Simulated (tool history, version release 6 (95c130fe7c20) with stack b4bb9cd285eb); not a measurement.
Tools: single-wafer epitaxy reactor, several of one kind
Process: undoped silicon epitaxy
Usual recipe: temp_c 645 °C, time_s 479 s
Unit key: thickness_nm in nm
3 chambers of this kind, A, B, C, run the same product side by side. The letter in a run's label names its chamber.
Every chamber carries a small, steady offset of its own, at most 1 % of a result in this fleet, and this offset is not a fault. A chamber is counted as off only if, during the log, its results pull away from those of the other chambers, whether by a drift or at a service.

run,day,temp_c,time_s,hours since the last pyrometer calibration,"read-back reference wafer on the same gauge, thickness_nm",thickness_nm
1A,0.204,645,479,2615,81.897,72.379
2B,0.479,645,479,2071,81.969,72.769
3C,0.625,645,479,1452.6,81.816,72.907
4A,0.838,645,479,2630.2,81.927,72.804
5C,1.058,657,555,1463,81.838,108.39
6B,1.325,657,555,2091.3,81.872,108.87
7B,1.512,657,555,2095.8,81.908,108.21
8C,1.675,645,479,1477.8,81.864,72.593
9A,1.929,645,479,2656.4,81.782,71.99
10A,2.15,645,479,2661.7,81.862,72.91
11B,2.342,645,479,2115.7,81.934,72.458
12C,2.479,645,479,1497.1,81.795,72.221
# day 2.525: chamber B: pyrometer calibrated
13C,2.738,654,402,1503.3,81.876,73.743
14A,2.929,654,402,2680.4,81.843,73.796
15B,3.204,654,402,16.3,81.877,73.744
16A,3.404,645,479,2691.8,81.985,71.879
17C,3.567,645,479,1523.2,82.036,72.245
18B,3.808,645,479,30.8,81.968,72.684
19C,3.942,652,479,1532.2,81.858,83.379
20B,4.133,652,479,38.6,81.953,84.015
21A,4.267,652,479,2712.5,82.004,84.382

All chambers now run identical settings, listed one chamber a line with results as question marks. What results will each chamber show?
22A,4.475,637,479,,,?
22B,4.475,637,479,,,?
22C,4.475,637,479,,,?

run,thickness_nm
22A,60.604
22B,60.67
22C,60.839
